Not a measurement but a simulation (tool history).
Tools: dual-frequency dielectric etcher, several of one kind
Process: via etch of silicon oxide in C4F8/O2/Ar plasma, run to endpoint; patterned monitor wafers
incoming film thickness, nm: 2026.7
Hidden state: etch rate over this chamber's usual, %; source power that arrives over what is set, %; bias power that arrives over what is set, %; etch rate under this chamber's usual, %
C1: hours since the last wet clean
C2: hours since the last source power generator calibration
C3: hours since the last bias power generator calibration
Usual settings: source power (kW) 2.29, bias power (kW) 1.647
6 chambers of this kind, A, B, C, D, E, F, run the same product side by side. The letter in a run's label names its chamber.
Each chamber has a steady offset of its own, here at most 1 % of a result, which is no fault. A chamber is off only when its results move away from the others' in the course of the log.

Run 1D, day 0.288: usual settings; C1 214.1; C2 1243.1; C3 2773.4. Result: endpoint time (s) 398.
Run 2C, day 0.558: usual settings; C1 372.1; C2 3799; C3 2413.9. Result: endpoint time (s) 397.12.
Run 3E, day 0.696: usual settings; C1 364.1; C2 753.3; C3 1132.1. Result: endpoint time (s) 399.91.
Run 4F, day 0.958: usual settings; C1 132.8; C2 324.3; C3 1637.2. Result: endpoint time (s) 395.98.
Run 5B, day 1.192: usual settings; C1 114.9; C2 993; C3 3356.8. Result: endpoint time (s) 404.09.
At day 1.258: chamber C: wet clean of the chamber.
Run 6A, day 1.446: usual settings; C1 148.8; C2 775.7; C3 1275.2. Result: endpoint time (s) 396.71.
Run 7D, day 1.604: usual settings; C1 245.7; C2 1274.7; C3 2805. Result: endpoint time (s) 397.37.
Run 8B, day 1.754: usual settings; C1 128.4; C2 1006.5; C3 3370.3. Result: endpoint time (s) 401.58.
Run 9F, day 1.912: usual settings; C1 155.7; C2 347.2; C3 1660.1. Result: endpoint time (s) 394.96.
Run 10A, day 2.217: usual settings; C1 167.3; C2 794.2; C3 1293.7. Result: endpoint time (s) 395.52.
Run 11C, day 2.446: usual settings; C1 28.6; C2 3844.3; C3 2459.2. Result: endpoint time (s) 401.64.
Run 12E, day 2.679: usual settings; C1 411.7; C2 800.9; C3 1179.7. Result: endpoint time (s) 398.77.
Run 13A, day 2.95: usual settings; C1 184.9; C2 811.8; C3 1311.3. Result: endpoint time (s) 398.22.
Run 14D, day 3.192: usual settings; C1 283.8; C2 1312.8; C3 2843.1. Result: endpoint time (s) 395.05.
Run 15F, day 3.438: usual settings; C1 192.3; C2 383.8; C3 1696.7. Result: endpoint time (s) 395.95.
Run 16E, day 3.633: usual settings; C1 434.6; C2 823.8; C3 1202.6. Result: endpoint time (s) 399.94.
Run 17B, day 3.771: usual settings; C1 176.8; C2 1054.9; C3 3418.7. Result: endpoint time (s) 408.04.
Run 18C, day 3.938: usual settings; C1 64.4; C2 3880.1; C3 2495. Result: endpoint time (s) 401.76.
Run 19C, day 4.104: usual settings but source power (kW) 2.6; C1 68.4; C2 3884.1; C3 2499. Result: endpoint time (s) 379.08.
Run 20B, day 4.321: usual settings but source power (kW) 2.6; C1 190; C2 1068.1; C3 3431.9. Result: endpoint time (s) 388.64.
At day 4.371: chamber E: wet clean of the chamber.
Run 21E, day 4.508: usual settings but source power (kW) 2.6; C1 3.4; C2 844.8; C3 1223.6. Result: endpoint time (s) 380.96.
Run 22A, day 4.8: usual settings but source power (kW) 2.6; C1 229.3; C2 856.2; C3 1355.7. Result: endpoint time (s) 379.28.
Run 23F, day 5.1: usual settings but source power (kW) 2.6; C1 232.2; C2 423.7; C3 1736.6. Result: endpoint time (s) 377.82.
Run 24D, day 5.288: usual settings but source power (kW) 2.6; C1 334.1; C2 1363.1; C3 2893.4. Result: endpoint time (s) 373.76.
Run 25A, day 5.438: usual settings; C1 244.6; C2 871.5; C3 1371. Result: endpoint time (s) 401.29.
Run 26D, day 5.721: usual settings; C1 344.5; C2 1373.5; C3 2903.8. Result: endpoint time (s) 394.53.
Run 27B, day 5.962: usual settings; C1 229.4; C2 1107.5; C3 3471.3. Result: endpoint time (s) 415.66.
Run 28F, day 6.183: usual settings; C1 258.2; C2 449.7; C3 1762.6. Result: endpoint time (s) 396.42.
Run 29E, day 6.438: usual settings; C1 49.7; C2 891.1; C3 1269.9. Result: endpoint time (s) 400.54.
Run 30C, day 6.733: usual settings but bias power (kW) 1.276; C1 131.5; C2 3947.2; C3 2562.1. Result: endpoint time (s) 427.34.
Run 31E, day 6.942: usual settings but bias power (kW) 1.276; C1 61.8; C2 903.2; C3 1282. Result: endpoint time (s) 432.3.
Run 32F, day 7.125: usual settings but bias power (kW) 1.276; C1 280.8; C2 472.3; C3 1785.2. Result: endpoint time (s) 425.68.
Run 33A, day 7.258: usual settings but bias power (kW) 1.276; C1 288.3; C2 915.2; C3 1414.7. Result: endpoint time (s) 424.03.
Run 34D, day 7.458: usual settings but bias power (kW) 1.276; C1 386.2; C2 1415.2; C3 2945.5. Result: endpoint time (s) 424.83.
Run 35B, day 7.625: usual settings but bias power (kW) 1.276; C1 269.3; C2 1147.4; C3 3511.2. Result: endpoint time (s) 445.98.
Run 36C, day 7.825: usual settings; C1 157.7; C2 3973.4; C3 2588.3. Result: endpoint time (s) 400.13.
Run 37F, day 8.096: usual settings; C1 304.1; C2 495.6; C3 1808.5. Result: endpoint time (s) 394.46.
Run 38B, day 8.3: usual settings; C1 285.5; C2 1163.6; C3 3527.4. Result: endpoint time (s) 416.98.

What goes on in this fleet: one chamber off, a drifting gauge, or nothing beyond the chambers' own small offsets? Name the chamber and the cause, if any.

Chamber B drifts away from the others.
Cause: etch rate under this chamber's usual, % = 4.55.

Here are 4 candidates for chamber B's next run, each the usual settings with a change, their results left as question marks. Which one brings its results back in line with what the others give on the usual settings?
In line means no further than this from the other chambers' mean on the usual settings: endpoint time (s) 6.9
Run 39B-1, day 8.521: usual settings but bias power (kW) 1.327. Result: endpoint time (s) ?.
Run 39B-2, day 8.521: usual settings but source power (kW) 1.96, bias power (kW) 1.491. Result: endpoint time (s) ?.
Run 39B-3, day 8.521: usual settings but source power (kW) 2.49, bias power (kW) 1.744. Result: endpoint time (s) ?.
Run 39B-4, day 8.521: usual settings but source power (kW) 2.8. Result: endpoint time (s) ?.

The other chambers' mean on the usual settings: endpoint time (s) 397.99
  run  endpoint time (s)
39B-1             442.88
39B-2             458.01
39B-3             398.48
39B-4             385.74
39B-3 brings the chamber back in line.

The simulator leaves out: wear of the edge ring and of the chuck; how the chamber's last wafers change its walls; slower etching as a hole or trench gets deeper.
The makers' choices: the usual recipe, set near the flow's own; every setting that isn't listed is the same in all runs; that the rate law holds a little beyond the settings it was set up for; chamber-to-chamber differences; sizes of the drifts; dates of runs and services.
